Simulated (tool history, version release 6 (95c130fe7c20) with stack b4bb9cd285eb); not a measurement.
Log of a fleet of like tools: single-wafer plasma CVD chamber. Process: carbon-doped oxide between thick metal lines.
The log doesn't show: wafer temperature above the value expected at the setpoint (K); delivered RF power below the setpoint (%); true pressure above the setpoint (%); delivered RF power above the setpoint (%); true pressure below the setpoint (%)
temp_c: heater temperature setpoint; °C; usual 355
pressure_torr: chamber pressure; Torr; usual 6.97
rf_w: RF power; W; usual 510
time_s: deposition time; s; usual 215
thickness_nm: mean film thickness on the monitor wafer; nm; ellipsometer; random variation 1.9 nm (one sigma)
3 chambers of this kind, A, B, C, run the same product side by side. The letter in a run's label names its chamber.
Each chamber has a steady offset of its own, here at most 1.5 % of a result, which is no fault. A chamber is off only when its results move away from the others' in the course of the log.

run,hour,temp_c,pressure_torr,rf_w,time_s,hours since the last thermocouple change,hours since the last RF generator calibration,hours since the last manometer calibration,"read-back reference wafer on the same gauge, thickness_nm",thickness_nm
1C,4.7,355,6.97,510,215,1122.6,76.2,910.3,1060.1,1137.90
2B,9.8,355,6.97,510,215,464.1,677.2,518.6,1060.5,1133.20
3A,13.6,355,6.97,510,215,1782.7,117.5,1744.1,1060.6,1123.60
4B,21.7,355,6.97,510,215,476.0,689.1,530.5,1061.0,1134.10
5C,25.5,355,6.97,510,215,1143.4,97.0,931.1,1060.7,1139.90
6A,33.1,355,5.79,510,215,1802.2,137.0,1763.6,1061.6,1106.60
7C,37.8,355,5.79,510,215,1155.7,109.3,943.4,1061.3,1115.70
8A,45.1,355,5.79,510,215,1814.2,149.0,1775.6,1061.5,1103.90
9B,50.8,355,6.97,510,215,505.1,718.2,559.6,1061.7,1131.30
10B,56.2,355,6.97,510,215,510.5,723.6,565.0,1062.1,1135.70
11A,63.9,355,6.97,510,215,1833.0,167.8,1794.4,1062.6,1124.80
12C,71.0,355,6.97,455,215,1188.9,142.5,976.6,1063.2,1060.20
13A,77.7,355,6.97,455,215,1846.8,181.6,1808.2,1063.3,1048.30
14B,85.2,355,6.97,455,215,539.5,752.6,594.0,1063.2,1058.70
15C,88.8,355,6.97,560,229,1206.7,160.3,994.4,1063.5,1288.90
16A,94.2,355,6.97,560,229,1863.3,198.1,1824.7,1063.6,1270.30
17B,102.1,355,6.97,560,229,556.4,769.5,610.9,1063.7,1280.20
18C,109.9,355,6.97,510,215,1227.8,181.4,1015.5,1064.2,1140.90
19C,116.4,355,6.97,510,215,1234.3,187.9,1022.0,1064.4,1141.40
20B,121.6,350,6.97,510,215,575.9,789.0,630.4,1064.9,1149.40
21A,128.6,350,6.97,510,215,1897.7,232.5,1859.1,1064.6,1143.20
22B,132.3,350,6.97,510,215,586.6,799.7,641.1,1065.1,1151.40
23C,139.4,355,6.97,510,215,1257.3,210.9,1045.0,1065.1,1141.80
24A,143.2,355,6.97,510,215,1912.3,247.1,1873.7,1065.5,1123.70
25B,149.9,355,6.97,510,215,604.2,817.3,658.7,1065.9,1136.60
26A,157.1,355,6.97,510,215,1926.2,261.0,1887.6,1065.9,1129.60
27C,163.5,355,6.97,510,215,1281.4,235.0,1069.1,1065.8,1148.10
28B,168.1,355,6.97,565,215,622.4,835.5,676.9,1066.7,1211.40
29C,174.7,355,6.97,565,215,1292.6,246.2,1080.3,1066.5,1218.60
30A,181.3,355,6.97,565,215,1950.4,285.2,1911.8,1066.6,1206.10
31A,188.5,355,6.43,510,181,1957.6,292.4,1919.0,1067.7,945.66
32C,194.8,355,6.43,510,181,1312.7,266.3,1100.4,1066.7,960.40

What goes on in this fleet: one chamber off, a drifting gauge, or nothing beyond the chambers' own small offsets? Name the chamber and the cause, if any.

The gauge drifts, so all chambers seem to drift together. No chamber is off.
Cause: gauge reads high (%) = 0.71.

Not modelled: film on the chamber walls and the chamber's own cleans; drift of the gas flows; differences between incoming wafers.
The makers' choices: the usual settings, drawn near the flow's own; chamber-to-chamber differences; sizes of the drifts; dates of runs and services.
